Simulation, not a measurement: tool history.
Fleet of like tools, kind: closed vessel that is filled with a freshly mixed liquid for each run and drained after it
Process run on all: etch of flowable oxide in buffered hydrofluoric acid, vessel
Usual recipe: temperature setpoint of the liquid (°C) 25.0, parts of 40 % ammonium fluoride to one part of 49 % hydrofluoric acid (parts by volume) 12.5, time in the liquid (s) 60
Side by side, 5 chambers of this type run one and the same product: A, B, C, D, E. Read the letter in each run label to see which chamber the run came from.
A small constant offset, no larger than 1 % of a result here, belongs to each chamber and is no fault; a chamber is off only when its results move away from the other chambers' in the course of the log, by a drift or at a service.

run   hour  temperature setpoint of the liquid (°C)  parts of 40 % ammonium fluoride to one part of 49 % hydrofluoric acid (parts by volume)  time in the liquid (s)  hours since the thermometer was replaced  hours since the hydrofluoric acid flow meter was replaced  read-back film thickness of the flowable oxide reference wafer, read on the same gauge (nm)  thickness taken off the flowable oxide on a monitor wafer (nm)
 1B   14.0                                     25.0                                                                                     12.5                      60                                    1047.5                                                      990.2                                                                                       30.024                                                          279.75
 2C   23.1                                     25.0                                                                                     12.5                      60                                     610.1                                                     1210.4                                                                                       30.026                                                          280.16
      32.9  -- chamber E: thermometer replaced
 3A   36.3                                     25.0                                                                                     12.5                      60                                     953.5                                                       66.3                                                                                       29.981                                                          276.49
 4E   46.0                                     25.0                                                                                     12.5                      60                                      13.1                                                      773.3                                                                                       30.041                                                          280.29
 5D   53.0                                     25.0                                                                                     12.5                      60                                     441.9                                                      218.4                                                                                       29.994                                                          283.80
 6E   63.2                                     25.0                                                                                     12.5                      60                                      30.3                                                      790.5                                                                                       30.036                                                          282.73
 7D   76.6                                     25.0                                                                                     12.5                      60                                     465.5                                                      242.0                                                                                       29.932                                                          284.94
 8A   91.3                                     25.0                                                                                     12.5                      60                                    1008.5                                                      121.3                                                                                       29.987                                                          278.92
 9C   99.4                                     25.0                                                                                     12.5                      60                                     686.4                                                     1286.7                                                                                       29.984                                                          277.57
10B  114.2                                     25.0                                                                                     12.5                      60                                    1147.7                                                     1090.4                                                                                       30.012                                                          279.92
11B  123.5                                     25.0                                                                                     12.5                      60                                    1157.0                                                     1099.7                                                                                       30.002                                                          282.49
12A  136.1                                     25.0                                                                                     12.5                      60                                    1053.3                                                      166.1                                                                                       30.029                                                          279.31
13C  149.4                                     25.0                                                                                     12.5                      60                                     736.4                                                     1336.7                                                                                       29.948                                                          281.22
14D  163.5                                     21.0                                                                                     11.0                      60                                     552.4                                                      328.9                                                                                       30.000                                                          254.34
15E  171.3                                     21.0                                                                                     11.0                      60                                     138.4                                                      898.6                                                                                       29.989                                                          254.50
16A  180.9                                     21.0                                                                                     11.0                      60                                    1098.1                                                      210.9                                                                                       29.969                                                          254.07
17D  195.4                                     21.0                                                                                     11.0                      60                                     584.3                                                      360.8                                                                                       29.959                                                          253.07
18B  209.1                                     21.0                                                                                     11.0                      60                                    1242.6                                                     1185.3                                                                                       30.024                                                          255.96
19C  216.7                                     25.0                                                                                     12.5                      60                                     803.7                                                     1404.0                                                                                       29.978                                                          279.15
20E  230.5                                     25.0                                                                                     12.5                      60                                     197.6                                                      957.8                                                                                       30.007                                                          283.26
21C  240.2                                     25.0                                                                                     12.5                      60                                     827.2                                                     1427.5                                                                                       29.959                                                          279.34
22D  253.7                                     25.0                                                                                     12.5                      60                                     642.6                                                      419.1                                                                                       30.003                                                          277.84
23B  262.7                                     25.0                                                                                     12.5                      60                                    1296.2                                                     1238.9                                                                                       29.990                                                          280.14
24E  277.3                                     25.0                                                                                     12.5                      60                                     244.4                                                     1004.6                                                                                       30.012                                                          286.95
25A  288.5                                     25.0                                                                                     12.5                      60                                    1205.7                                                      318.5                                                                                       29.963                                                          277.12
26B  300.3                                     27.5                                                                                     12.5                      60                                    1333.8                                                     1276.5                                                                                       29.991                                                          318.31
27C  311.3                                     27.5                                                                                     12.5                      60                                     898.3                                                     1498.6                                                                                       30.006                                                          317.07
28D  321.3                                     27.5                                                                                     12.5                      60                                     710.2                                                      486.7                                                                                       29.994                                                          319.35
29E  335.1                                     27.5                                                                                     12.5                      60                                     302.2                                                     1062.4                                                                                       30.007                                                          323.83
     339.4  -- chamber D: thermometer replaced
30A  344.5                                     27.5                                                                                     12.5                      60                                    1261.7                                                      374.5                                                                                       29.971                                                          318.64
31D  355.2                                     25.0                                                                                     12.5                      60                                      15.9                                                      520.6                                                                                       30.030                                                          281.56
32A  363.9                                     25.0                                                                                     12.5                      60                                    1281.1                                                      393.9                                                                                       30.008                                                          280.03
     373.6  -- chamber E: hydrofluoric acid flow meter replaced
33C  375.2                                     25.0                                                                                     16.5                      75                                     962.2                                                     1562.5                                                                                       30.053                                                          267.03
34E  389.2                                     25.0                                                                                     16.5                      75                                     356.3                                                       15.7                                                                                       29.977                                                          267.99
35B  404.1                                     25.0                                                                                     16.5                      75                                    1437.6                                                     1380.3                                                                                       29.991                                                          267.71
36A  414.0                                     25.0                                                                                     16.5                      75                                    1331.2                                                      444.0                                                                                       30.014                                                          265.07
37D  428.4                                     25.0                                                                                     16.5                      75                                      89.1                                                      593.8                                                                                       30.056                                                          264.22

Which is it: a chamber that has drifted or been left off by a service, a gauge drift common to all chambers, or only each chamber's usual small offset? If a chamber is off, name it and its likeliest cause.

Beyond each chamber's small constant offset nothing stands out, and the gauge stays steady.
